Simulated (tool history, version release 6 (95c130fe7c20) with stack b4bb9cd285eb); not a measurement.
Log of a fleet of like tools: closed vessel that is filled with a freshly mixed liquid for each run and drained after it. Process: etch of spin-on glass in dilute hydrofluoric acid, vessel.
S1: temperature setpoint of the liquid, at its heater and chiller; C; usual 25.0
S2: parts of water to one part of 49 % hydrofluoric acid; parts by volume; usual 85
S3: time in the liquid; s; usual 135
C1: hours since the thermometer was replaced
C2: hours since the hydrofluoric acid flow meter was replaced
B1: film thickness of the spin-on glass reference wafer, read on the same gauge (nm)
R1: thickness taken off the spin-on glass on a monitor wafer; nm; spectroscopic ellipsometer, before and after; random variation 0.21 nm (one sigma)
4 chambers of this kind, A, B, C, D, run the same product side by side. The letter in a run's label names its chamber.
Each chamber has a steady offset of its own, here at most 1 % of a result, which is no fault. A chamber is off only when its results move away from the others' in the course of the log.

run,day,S1,S2,S3,C1,C2,B1,R1
1C,0.254,25.0,85,135,539.4,310.2,49.965,48.856
2B,0.488,25.0,85,135,1096.5,121.7,49.950,48.741
3A,0.850,25.0,85,135,709.7,441.6,49.995,48.792
4D,1.150,25.0,85,135,189.2,954.6,50.006,48.832
5B,1.367,25.0,85,135,1117.6,142.8,49.982,48.526
6C,1.696,25.0,85,135,574.0,344.8,50.018,48.755
7D,1.975,25.0,85,135,209.0,974.4,49.998,48.386
8A,2.200,28.5,85,85,742.1,474.0,49.969,35.119
9C,2.521,28.5,85,85,593.8,364.6,50.048,35.132
10D,2.767,28.5,85,85,228.0,993.4,49.943,34.690
11A,2.967,28.5,85,85,760.5,492.4,50.006,35.478
12B,3.217,25.0,85,135,1162.0,187.2,49.954,48.835
13B,3.538,25.0,85,135,1169.7,194.9,49.982,48.926
14D,3.825,22.0,85,190,253.4,1018.8,49.960,60.692
15A,4.054,22.0,85,190,786.6,518.5,50.062,61.149
16C,4.333,22.0,85,190,637.3,408.1,49.978,60.508
17B,4.654,22.0,85,190,1196.5,221.7,50.019,60.647
18C,4.975,25.0,85,135,652.7,423.5,50.020,48.864
19D,5.183,25.0,85,135,286.0,1051.4,49.981,48.705
20A,5.496,25.0,85,135,821.2,553.1,49.992,48.565
21C,5.792,25.0,85,135,672.3,443.1,49.951,48.802
22B,5.954,27.0,65,135,1227.7,252.9,49.994,71.949
23A,6.121,27.0,65,135,836.2,568.1,50.061,71.464
24D,6.492,27.0,65,135,317.4,1082.8,49.972,70.669
25B,6.721,27.0,65,135,1246.1,271.3,49.988,71.795
26C,7.021,25.0,85,135,701.8,472.6,50.006,48.683
27A,7.279,25.0,85,135,864.0,595.9,50.004,49.106
28D,7.621,25.0,85,135,344.5,1109.9,49.994,48.395
29D,7.862,25.0,85,135,350.3,1115.7,49.960,48.427
30A,8.175,25.0,85,135,885.5,617.4,50.024,49.071
31B,8.550,25.0,85,135,1290.0,315.2,49.993,49.073
32C,8.867,25.0,110,135,746.1,516.9,49.975,36.447
33D,9.117,25.0,110,135,380.4,1145.8,50.022,36.274
34C,9.496,25.0,110,135,761.2,532.0,49.927,36.502
35A,9.679,25.0,110,135,921.6,653.5,49.942,36.506
36B,10.054,25.0,85,160,1326.1,351.3,50.008,58.103
37D,10.233,25.0,85,160,407.2,1172.6,50.005,57.425
38A,10.475,25.0,85,160,940.7,672.6,49.966,57.735
39C,10.667,25.0,85,160,789.3,560.1,49.996,57.807
40B,10.846,22.5,85,135,1345.1,370.3,49.963,44.254

What goes on in this fleet: one chamber off, a drifting gauge, or nothing beyond the chambers' own small offsets? Name the chamber and the cause, if any.

No chamber stands off beyond its own small offset, and the gauge holds steady.
